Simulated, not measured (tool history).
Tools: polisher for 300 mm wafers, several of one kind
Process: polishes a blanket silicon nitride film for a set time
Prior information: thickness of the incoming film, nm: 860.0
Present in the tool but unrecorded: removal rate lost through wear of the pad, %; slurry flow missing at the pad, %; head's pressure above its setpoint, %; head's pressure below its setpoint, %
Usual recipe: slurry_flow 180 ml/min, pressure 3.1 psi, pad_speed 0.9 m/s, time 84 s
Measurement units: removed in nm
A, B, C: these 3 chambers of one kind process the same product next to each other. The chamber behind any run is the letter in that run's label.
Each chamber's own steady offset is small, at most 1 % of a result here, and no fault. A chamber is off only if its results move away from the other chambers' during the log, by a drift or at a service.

| run | hour | slurry_flow | pressure | pad_speed | time | wafers polished on this pad | hours since the slurry nozzle was cleaned | hours since the head pressure was calibrated | removed |
|---|---|---|---|---|---|---|---|---|---|
| 1A | 5.8 | 180 | 3.1 | 0.9 | 84 | 191 | 538.3 | 753.3 | 103.43 |
| 2C | 15.1 | 180 | 3.1 | 0.9 | 84 | 353 | 361.5 | 83.4 | 103.6 |
|  | 16.8 | chamber A: slurry nozzle cleaned |
|  | 18.5 | chamber B: slurry nozzle cleaned |
| 3B | 26.6 | 180 | 3.1 | 0.9 | 84 | 982 | 8.1 | 195 | 105.1 |
|  | 32.7 | chamber B: worn pad replaced by a new one |
| 4A | 34.1 | 180 | 3.1 | 0.9 | 84 | 355 | 17.3 | 781.6 | 103.69 |
|  | 37.2 | chamber C: slurry nozzle cleaned |
| 5B | 43.9 | 180 | 3.1 | 0.9 | 110 | 64 | 25.4 | 212.3 | 137.68 |
| 6C | 53.1 | 180 | 3.1 | 0.9 | 110 | 573 | 15.9 | 121.4 | 138.04 |
| 7C | 59.6 | 180 | 3.1 | 0.9 | 110 | 611 | 22.4 | 127.9 | 136.99 |
| 8A | 69.8 | 180 | 3.1 | 0.9 | 84 | 561 | 53 | 817.3 | 105.13 |
|  | 76.3 | chamber C: worn pad replaced by a new one |
| 9B | 79 | 180 | 3.1 | 0.9 | 84 | 268 | 60.5 | 247.4 | 106.58 |
| 10B | 90.5 | 180 | 3.1 | 0.9 | 84 | 334 | 72 | 258.9 | 105.58 |
| 11A | 100.2 | 180 | 3.7 | 0.9 | 84 | 737 | 83.4 | 847.7 | 126.42 |
| 12C | 112.1 | 180 | 3.7 | 0.9 | 84 | 207 | 74.9 | 180.4 | 124.63 |
|  | 118.5 | chamber A: worn pad replaced by a new one |
| 13A | 123.4 | 180 | 3.7 | 0.9 | 84 | 28 | 106.6 | 870.9 | 128.03 |
| 14B | 130.2 | 180 | 3.1 | 0.9 | 84 | 564 | 111.7 | 298.6 | 106.2 |
| 15C | 139.2 | 180 | 3.1 | 0.9 | 84 | 364 | 102 | 207.5 | 105.24 |
|  | 143.2 | chamber B: head pressure recalibrated |
| 16A | 150.8 | 180 | 3.1 | 0.9 | 84 | 187 | 134 | 898.3 | 108.21 |
| 17C | 159.3 | 180 | 3.1 | 0.9 | 84 | 481 | 122.1 | 227.6 | 105.18 |
| 18B | 165.6 | 180 | 3.1 | 0.9 | 84 | 769 | 147.1 | 22.4 | 106.88 |
| 19C | 177.5 | 180 | 3.1 | 0.9 | 84 | 586 | 140.3 | 245.8 | 105.04 |
| 20A | 184.5 | 180 | 3.1 | 0.9 | 84 | 382 | 167.7 | 932 | 108.72 |
| 21B | 196.2 | 180 | 2.3 | 0.9 | 84 | 946 | 177.7 | 53 | 77.699 |
| 22C | 205.1 | 180 | 2.3 | 0.9 | 84 | 746 | 167.9 | 273.4 | 77.486 |
|  | 207.2 | chamber C: worn pad replaced by a new one |
| 23B | 212.2 | 180 | 2.3 | 0.9 | 84 | 1039 | 193.7 | 69 | 78.54 |
| 24A | 219.3 | 180 | 3.1 | 0.9 | 84 | 583 | 202.5 | 966.8 | 108.91 |
| 25C | 228.2 | 180 | 3.1 | 0.9 | 84 | 121 | 191 | 296.5 | 104.89 |
|  | 230.2 | chamber B: worn pad replaced by a new one |
| 26A | 237.1 | 180 | 3.1 | 0.9 | 84 | 687 | 220.3 | 984.6 | 110.28 |
| 27B | 248.6 | 180 | 3.1 | 0.9 | 84 | 106 | 230.1 | 105.4 | 105.86 |
|  | 256.9 | chamber A: worn pad replaced by a new one |
| 28C | 260.3 | 180 | 3.1 | 0.9 | 84 | 307 | 223.1 | 328.6 | 105.52 |
| 29A | 273 | 135 | 3.1 | 0.9 | 84 | 93 | 256.2 | 1020.5 | 105.37 |
| 30B | 282.3 | 135 | 3.1 | 0.9 | 84 | 302 | 263.8 | 139.1 | 100.65 |
| 31A | 294 | 135 | 3.1 | 0.9 | 84 | 215 | 277.2 | 1041.5 | 105.38 |
| 32C | 303.2 | 180 | 3.1 | 0.9 | 57 | 556 | 266 | 371.5 | 72.058 |
| 33B | 310.4 | 180 | 3.1 | 0.9 | 57 | 464 | 291.9 | 167.2 | 71.461 |
| 34B | 317.8 | 180 | 3.1 | 0.9 | 57 | 507 | 299.3 | 174.6 | 71.789 |
| 35A | 327.5 | 180 | 3.1 | 0.9 | 84 | 409 | 310.7 | 1075 | 112.93 |
| 36C | 335.8 | 180 | 3.1 | 0.9 | 84 | 744 | 298.6 | 404.1 | 104.52 |
|  | 346.3 | chamber C: worn pad replaced by a new one |
| 37C | 348.3 | 180 | 3.1 | 0.9 | 84 | 11 | 311.1 | 416.6 | 104.39 |
| 38B | 354 | 180 | 3.1 | 0.9 | 84 | 717 | 335.5 | 210.8 | 105.13 |
| 39A | 365.5 | 180 | 3.1 | 0.9 | 84 | 629 | 348.7 | 1113 | 114.96 |

Each of the 3 chambers runs these same settings next. Fill in every chamber's results:
| 40A | 374.7 | 180 | 3.1 | 0.9 | 84 |  |  |  | ? |
| 40B | 374.7 | 180 | 3.1 | 0.9 | 84 |  |  |  | ? |
| 40C | 374.7 | 180 | 3.1 | 0.9 | 84 |  |  |  | ? |

| run | removed |
|---|---|
| 40A | 116.06 |
| 40B | 105.01 |
| 40C | 104.03 |
